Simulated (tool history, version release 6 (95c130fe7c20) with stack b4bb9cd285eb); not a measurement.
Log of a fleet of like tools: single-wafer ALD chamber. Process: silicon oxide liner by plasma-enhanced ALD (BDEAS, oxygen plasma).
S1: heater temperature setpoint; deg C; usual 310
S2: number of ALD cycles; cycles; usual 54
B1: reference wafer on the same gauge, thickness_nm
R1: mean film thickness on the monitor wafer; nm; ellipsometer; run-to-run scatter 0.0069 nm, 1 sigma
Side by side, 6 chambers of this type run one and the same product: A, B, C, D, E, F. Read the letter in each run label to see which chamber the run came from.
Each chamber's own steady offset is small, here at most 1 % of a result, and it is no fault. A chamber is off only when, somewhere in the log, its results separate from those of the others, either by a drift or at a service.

Run 1F, hour 4.2: usual settings; B1 5.1017. Result: R1 4.9401 nm.
Run 2E, hour 8.7: usual settings; B1 5.1019. Result: R1 4.9260 nm.
Run 3C, hour 14.4: usual settings; B1 5.1024. Result: R1 4.9170 nm.
Run 4B, hour 23.1: usual settings; B1 5.1020. Result: R1 4.9190 nm.
Run 5D, hour 31.2: usual settings; B1 5.1041. Result: R1 4.9733 nm.
Run 6A, hour 37.5: usual settings; B1 5.1054. Result: R1 4.9746 nm.
Run 7D, hour 41.6: usual settings; B1 5.1032. Result: R1 4.9632 nm.
Run 8E, hour 46.3: usual settings; B1 5.1043. Result: R1 4.9329 nm.
Run 9C, hour 52.6: usual settings; B1 5.1054. Result: R1 4.9173 nm.
Run 10F, hour 61.6: usual settings; B1 5.1058. Result: R1 4.9487 nm.
At hour 65.5: chamber C: thermocouple changed; heater temperature recalibrated.
Run 11A, hour 65.9: usual settings; B1 5.1091. Result: R1 4.9864 nm.
Run 12B, hour 73.4: usual settings but S2 63 cycles; B1 5.1082. Result: R1 5.7541 nm.
Run 13A, hour 81.6: usual settings but S2 63 cycles; B1 5.1091. Result: R1 5.8176 nm.
Run 14E, hour 90.2: usual settings but S2 63 cycles; B1 5.1091. Result: R1 5.7504 nm.
Run 15D, hour 98.4: usual settings but S2 63 cycles; B1 5.1102. Result: R1 5.7986 nm.
Run 16C, hour 102.7: usual settings but S2 63 cycles; B1 5.1128. Result: R1 5.7567 nm.
Run 17B, hour 108.7: usual settings but S2 63 cycles; B1 5.1135. Result: R1 5.7439 nm.
Run 18F, hour 115.9: usual settings; B1 5.1117. Result: R1 4.9633 nm.
Run 19F, hour 122.0: usual settings; B1 5.1130. Result: R1 4.9566 nm.
Run 20C, hour 127.2: usual settings but S1 319 deg C; B1 5.1133. Result: R1 4.8708 nm.
Run 21A, hour 136.0: usual settings but S1 319 deg C; B1 5.1156. Result: R1 4.9217 nm.
Run 22D, hour 143.7: usual settings but S1 319 deg C; B1 5.1138. Result: R1 4.9156 nm.
Run 23E, hour 151.0: usual settings but S1 319 deg C; B1 5.1185. Result: R1 4.8793 nm.
Run 24B, hour 156.3: usual settings but S1 319 deg C; B1 5.1165. Result: R1 4.8719 nm.
Run 25E, hour 163.5: usual settings but S1 319 deg C; B1 5.1184. Result: R1 4.8816 nm.
Run 26F, hour 170.8: usual settings; B1 5.1189. Result: R1 4.9626 nm.
Run 27D, hour 179.0: usual settings; B1 5.1191. Result: R1 4.9917 nm.
Run 28C, hour 183.1: usual settings but S1 297 deg C; B1 5.1180. Result: R1 5.0543 nm.
Run 29B, hour 189.3: usual settings but S1 297 deg C; B1 5.1215. Result: R1 5.0535 nm.
Run 30A, hour 197.0: usual settings but S1 297 deg C; B1 5.1203. Result: R1 5.1366 nm.
Run 31E, hour 205.9: usual settings but S1 297 deg C; B1 5.1239. Result: R1 5.0784 nm.
Run 32D, hour 210.1: usual settings but S1 297 deg C; B1 5.1237. Result: R1 5.1039 nm.
Run 33C, hour 218.0: usual settings but S1 297 deg C; B1 5.1244. Result: R1 5.0763 nm.
Run 34F, hour 223.2: usual settings; B1 5.1233. Result: R1 4.9884 nm.
Run 35B, hour 230.8: usual settings; B1 5.1257. Result: R1 4.9390 nm.
Run 36A, hour 236.4: usual settings; B1 5.1261. Result: R1 5.0010 nm.
Run 37A, hour 244.0: usual settings; B1 5.1270. Result: R1 4.9958 nm.
Run 38C, hour 252.8: usual settings; B1 5.1277. Result: R1 4.9344 nm.
Run 39D, hour 257.2: usual settings; B1 5.1269. Result: R1 4.9884 nm.

All chambers now run identical settings, listed one chamber a line with results as question marks. What results will each chamber show?
Run 40A, hour 263.7: usual settings. Result: R1 ?.
Run 40B, hour 263.7: usual settings. Result: R1 ?.
Run 40C, hour 263.7: usual settings. Result: R1 ?.
Run 40D, hour 263.7: usual settings. Result: R1 ?.
Run 40E, hour 263.7: usual settings. Result: R1 ?.
Run 40F, hour 263.7: usual settings. Result: R1 ?.

run      R1
40A  4.9941
40B  4.9279
40C  4.9488
40D  4.9984
40E  4.9619
40F  4.9806
